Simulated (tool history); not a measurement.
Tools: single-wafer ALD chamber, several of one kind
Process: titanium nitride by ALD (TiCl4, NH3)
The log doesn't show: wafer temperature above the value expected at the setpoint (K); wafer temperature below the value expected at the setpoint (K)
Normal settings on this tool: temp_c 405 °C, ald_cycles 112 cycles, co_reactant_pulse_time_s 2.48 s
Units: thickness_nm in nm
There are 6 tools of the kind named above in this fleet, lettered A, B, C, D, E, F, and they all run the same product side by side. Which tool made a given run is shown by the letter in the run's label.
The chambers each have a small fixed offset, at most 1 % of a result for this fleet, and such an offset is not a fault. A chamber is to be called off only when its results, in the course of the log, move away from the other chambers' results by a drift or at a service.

run	day	temp_c	ald_cycles	co_reactant_pulse_time_s	hours since the last thermocouple change	read-back reference wafer on the same gauge, thickness_nm	thickness_nm
1C	0.462	405	112	2.48	500.3	2.0102	2.503
2F	0.783	405	112	2.48	1132.6	2.0106	2.5093
3B	1.092	405	112	2.48	223	2.0109	2.477
# day 1.25: chamber D: thermocouple changed; heater temperature recalibrated
# day 1.446: chamber F: thermocouple changed; heater temperature recalibrated
4D	1.492	405	112	2.48	5.9	2.0109	2.4874
5A	1.871	405	130	1.88	784.7	2.0112	2.8824
6E	2.192	405	130	1.88	228.5	2.0112	2.8705
7C	2.683	405	130	1.88	553.6	2.011	2.8796
8A	3.058	405	130	1.88	813.2	2.0124	2.8773
9E	3.704	405	130	1.88	264.8	2.0115	2.8707
10F	4.367	405	130	1.88	70.1	2.0125	2.8857
11D	4.779	405	112	2.48	84.8	2.0121	2.4898
12B	5.217	405	112	2.48	322	2.0126	2.4816
13C	5.733	410	112	3.37	626.8	2.0129	2.5308
14D	6.117	410	112	3.37	116.9	2.0127	2.5107
15A	6.758	410	112	3.37	902	2.0134	2.5401
16E	7.254	410	112	3.37	350	2.0139	2.5294
17B	7.85	410	112	3.37	385.2	2.0138	2.5081
18F	8.246	410	112	3.37	163.2	2.0139	2.5335
19E	8.708	405	112	2.48	384.9	2.0145	2.4989
20D	9.179	405	112	2.48	190.4	2.015	2.4925
21C	9.775	405	112	2.48	723.8	2.0149	2.5043
22F	10.342	410	99	2.48	213.5	2.0158	2.2216
23B	10.712	410	99	2.48	453.9	2.0152	2.1944
24A	11.004	410	99	2.48	1003.9	2.0156	2.2258
25C	11.371	410	99	2.48	762.1	2.0158	2.2224
26F	11.825	410	99	2.48	249.1	2.0158	2.2224
27D	12.158	410	99	2.48	261.9	2.0161	2.2038
28A	12.458	405	122	2.48	1038.8	2.0159	2.7422
29B	12.829	405	122	2.48	504.7	2.016	2.71
30E	13.154	405	122	2.48	491.6	2.0169	2.7347
31E	13.788	405	122	2.48	506.8	2.017	2.7303
32A	14.325	405	122	2.48	1083.6	2.017	2.7389
33D	14.717	405	122	2.48	323.3	2.0168	2.7183
34C	15.225	405	112	2.48	854.6	2.0176	2.5085
35F	15.683	394	94	2.48	341.7	2.0181	2.1
36B	16.292	394	94	2.48	587.8	2.0173	2.0744
37F	16.696	394	94	2.48	366	2.018	2.1008

Read the log: is a single chamber off, either drifting away or since a service, is the gauge that measures every chamber drifting, or is nothing wrong beyond small per-chamber offsets? Name any odd chamber and what most likely caused it.

The shared gauge is drifting. All chambers look as if they move in step, but none is off.
Most likely cause: gauge reads high (%) = 0.421.
